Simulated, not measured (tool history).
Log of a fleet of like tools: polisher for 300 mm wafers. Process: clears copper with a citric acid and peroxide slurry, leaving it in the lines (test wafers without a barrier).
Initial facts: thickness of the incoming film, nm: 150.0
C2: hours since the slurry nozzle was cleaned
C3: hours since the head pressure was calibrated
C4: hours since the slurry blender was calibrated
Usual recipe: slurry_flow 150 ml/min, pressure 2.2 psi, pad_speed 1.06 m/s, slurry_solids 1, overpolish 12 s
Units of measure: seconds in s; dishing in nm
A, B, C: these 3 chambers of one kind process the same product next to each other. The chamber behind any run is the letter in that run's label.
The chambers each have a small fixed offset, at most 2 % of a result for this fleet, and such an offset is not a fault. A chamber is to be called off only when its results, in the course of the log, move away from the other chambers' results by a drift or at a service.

{"run": "1A", "hour": 6.2, "slurry_flow": 150, "pressure": 2.2, "pad_speed": 1.06, "slurry_solids": 1, "overpolish": 12, "wafers polished on this pad": 460, "C2": 228.8, "C3": 729.6, "C4": 163.3, "seconds": 75.413, "dishing": 14.22}
{"hour": 7.5, "done": "chamber C: slurry nozzle cleaned"}
{"run": "2C", "hour": 9.5, "slurry_flow": 150, "pressure": 2.2, "pad_speed": 1.06, "slurry_solids": 1, "overpolish": 12, "wafers polished on this pad": 644, "C2": 2.0, "C3": 707.0, "C4": 525.3, "seconds": 75.479, "dishing": 13.585}
{"hour": 13.7, "done": "chamber A: slurry nozzle cleaned"}
{"hour": 15.0, "done": "chamber C: slurry blender recalibrated"}
{"run": "3B", "hour": 16.1, "slurry_flow": 150, "pressure": 2.2, "pad_speed": 1.06, "slurry_solids": 1, "overpolish": 12, "wafers polished on this pad": 964, "C2": 260.5, "C3": 104.5, "C4": 256.0, "seconds": 77.501, "dishing": 13.633}
{"run": "4A", "hour": 22.9, "slurry_flow": 150, "pressure": 2.2, "pad_speed": 1.06, "slurry_solids": 1, "overpolish": 12, "wafers polished on this pad": 548, "C2": 9.2, "C3": 746.3, "C4": 180.0, "seconds": 74.777, "dishing": 13.958}
{"run": "5C", "hour": 28.7, "slurry_flow": 150, "pressure": 2.2, "pad_speed": 1.06, "slurry_solids": 1, "overpolish": 12, "wafers polished on this pad": 745, "C2": 21.2, "C3": 726.2, "C4": 13.7, "seconds": 74.824, "dishing": 13.41}
{"run": "6B", "hour": 33.0, "slurry_flow": 150, "pressure": 2.2, "pad_speed": 1.06, "slurry_solids": 1, "overpolish": 12, "wafers polished on this pad": 1052, "C2": 277.4, "C3": 121.4, "C4": 272.9, "seconds": 77.953, "dishing": 13.618}
{"run": "7C", "hour": 40.5, "slurry_flow": 150, "pressure": 2.2, "pad_speed": 1.06, "slurry_solids": 1, "overpolish": 12, "wafers polished on this pad": 806, "C2": 33.0, "C3": 738.0, "C4": 25.5, "seconds": 73.476, "dishing": 13.88}
{"hour": 45.0, "done": "chamber B: slurry blender recalibrated"}
{"run": "8A", "hour": 47.5, "slurry_flow": 150, "pressure": 2.2, "pad_speed": 1.06, "slurry_solids": 1, "overpolish": 12, "wafers polished on this pad": 676, "C2": 33.8, "C3": 770.9, "C4": 204.6, "seconds": 75.283, "dishing": 14.115}
{"run": "9B", "hour": 54.8, "slurry_flow": 150, "pressure": 2.2, "pad_speed": 1.06, "slurry_solids": 1, "overpolish": 12, "wafers polished on this pad": 1166, "C2": 299.2, "C3": 143.2, "C4": 9.8, "seconds": 74.709, "dishing": 13.702}
{"run": "10A", "hour": 60.6, "slurry_flow": 150, "pressure": 2.6, "pad_speed": 1.3, "slurry_solids": 1, "overpolish": 12, "wafers polished on this pad": 745, "C2": 46.9, "C3": 784.0, "C4": 217.7, "seconds": 52.501, "dishing": 17.388}
{"run": "11C", "hour": 65.9, "slurry_flow": 150, "pressure": 2.6, "pad_speed": 1.3, "slurry_solids": 1, "overpolish": 12, "wafers polished on this pad": 939, "C2": 58.4, "C3": 763.4, "C4": 50.9, "seconds": 53.643, "dishing": 17.141}
{"hour": 67.1, "done": "chamber C: worn pad replaced by a new one"}
{"hour": 69.5, "done": "chamber A: slurry blender recalibrated"}
{"run": "12B", "hour": 71.3, "slurry_flow": 150, "pressure": 2.6, "pad_speed": 1.3, "slurry_solids": 1, "overpolish": 12, "wafers polished on this pad": 1252, "C2": 315.7, "C3": 159.7, "C4": 26.3, "seconds": 53.106, "dishing": 16.995}
{"run": "13C", "hour": 77.6, "slurry_flow": 150, "pressure": 2.2, "pad_speed": 1.06, "slurry_solids": 1, "overpolish": 12, "wafers polished on this pad": 54, "C2": 70.1, "C3": 775.1, "C4": 62.6, "seconds": 77.765, "dishing": 13.695}
{"run": "14B", "hour": 81.1, "slurry_flow": 150, "pressure": 2.2, "pad_speed": 1.06, "slurry_solids": 1, "overpolish": 12, "wafers polished on this pad": 1303, "C2": 325.5, "C3": 169.5, "C4": 36.1, "seconds": 77.46, "dishing": 13.51}
{"hour": 85.6, "done": "chamber A: head pressure recalibrated"}
{"run": "15A", "hour": 87.6, "slurry_flow": 150, "pressure": 2.2, "pad_speed": 1.06, "slurry_solids": 1, "overpolish": 12, "wafers polished on this pad": 886, "C2": 73.9, "C3": 2.1, "C4": 18.1, "seconds": 74.923, "dishing": 13.529}
{"run": "16B", "hour": 91.4, "slurry_flow": 150, "pressure": 2.2, "pad_speed": 1.06, "slurry_solids": 1, "overpolish": 12, "wafers polished on this pad": 1357, "C2": 335.8, "C3": 179.8, "C4": 46.4, "seconds": 75.427, "dishing": 13.959}
{"run": "17C", "hour": 97.2, "slurry_flow": 150, "pressure": 2.2, "pad_speed": 1.06, "slurry_solids": 1, "overpolish": 12, "wafers polished on this pad": 157, "C2": 89.7, "C3": 794.7, "C4": 82.2, "seconds": 75.617, "dishing": 13.204}
{"hour": 99.9, "done": "chamber B: worn pad replaced by a new one"}
{"run": "18A", "hour": 100.8, "slurry_flow": 150, "pressure": 2.2, "pad_speed": 1.06, "slurry_solids": 1, "overpolish": 12, "wafers polished on this pad": 955, "C2": 87.1, "C3": 15.3, "C4": 31.3, "seconds": 73.35, "dishing": 13.884}
{"run": "19A", "hour": 107.6, "slurry_flow": 150, "pressure": 2.2, "pad_speed": 1.06, "slurry_solids": 1, "overpolish": 12, "wafers polished on this pad": 990, "C2": 93.9, "C3": 22.1, "C4": 38.1, "seconds": 74.546, "dishing": 13.717}
{"run": "20B", "hour": 111.9, "slurry_flow": 150, "pressure": 2.2, "pad_speed": 1.06, "slurry_solids": 1, "overpolish": 12, "wafers polished on this pad": 62, "C2": 356.3, "C3": 200.3, "C4": 66.9, "seconds": 74.747, "dishing": 13.684}
{"run": "21C", "hour": 116.2, "slurry_flow": 150, "pressure": 2.2, "pad_speed": 1.06, "slurry_solids": 1, "overpolish": 12, "wafers polished on this pad": 256, "C2": 108.7, "C3": 813.7, "C4": 101.2, "seconds": 76.892, "dishing": 14.029}
{"run": "22C", "hour": 119.9, "slurry_flow": 150, "pressure": 2.2, "pad_speed": 1.06, "slurry_solids": 1, "overpolish": 12, "wafers polished on this pad": 275, "C2": 112.4, "C3": 817.4, "C4": 104.9, "seconds": 75.853, "dishing": 13.582}
{"run": "23B", "hour": 123.2, "slurry_flow": 150, "pressure": 2.2, "pad_speed": 1.06, "slurry_solids": 1, "overpolish": 12, "wafers polished on this pad": 121, "C2": 367.6, "C3": 211.6, "C4": 78.2, "seconds": 76.961, "dishing": 13.502}
{"run": "24A", "hour": 130.7, "slurry_flow": 150, "pressure": 2.2, "pad_speed": 1.06, "slurry_solids": 1, "overpolish": 12, "wafers polished on this pad": 1111, "C2": 117.0, "C3": 45.2, "C4": 61.2, "seconds": 76.992, "dishing": 13.9}
{"run": "25B", "hour": 137.3, "slurry_flow": 150, "pressure": 2.2, "pad_speed": 1.06, "slurry_solids": 1, "overpolish": 12, "wafers polished on this pad": 195, "C2": 381.7, "C3": 225.7, "C4": 92.3, "seconds": 74.939, "dishing": 13.546}

Next, all 3 chambers run the settings below, one line each with question marks for the results. What does each chamber give?
{"run": "26A", "hour": 142.7, "slurry_flow": 150, "pressure": 2.2, "pad_speed": 1.06, "slurry_solids": 1, "overpolish": 12, "seconds": "?", "dishing": "?"}
{"run": "26B", "hour": 142.7, "slurry_flow": 150, "pressure": 2.2, "pad_speed": 1.06, "slurry_solids": 1, "overpolish": 12, "seconds": "?", "dishing": "?"}
{"run": "26C", "hour": 142.7, "slurry_flow": 150, "pressure": 2.2, "pad_speed": 1.06, "slurry_solids": 1, "overpolish": 12, "seconds": "?", "dishing": "?"}

run=26A seconds=75.719 dishing=13.507
run=26B seconds=77.381 dishing=13.681
run=26C seconds=77.711 dishing=13.647
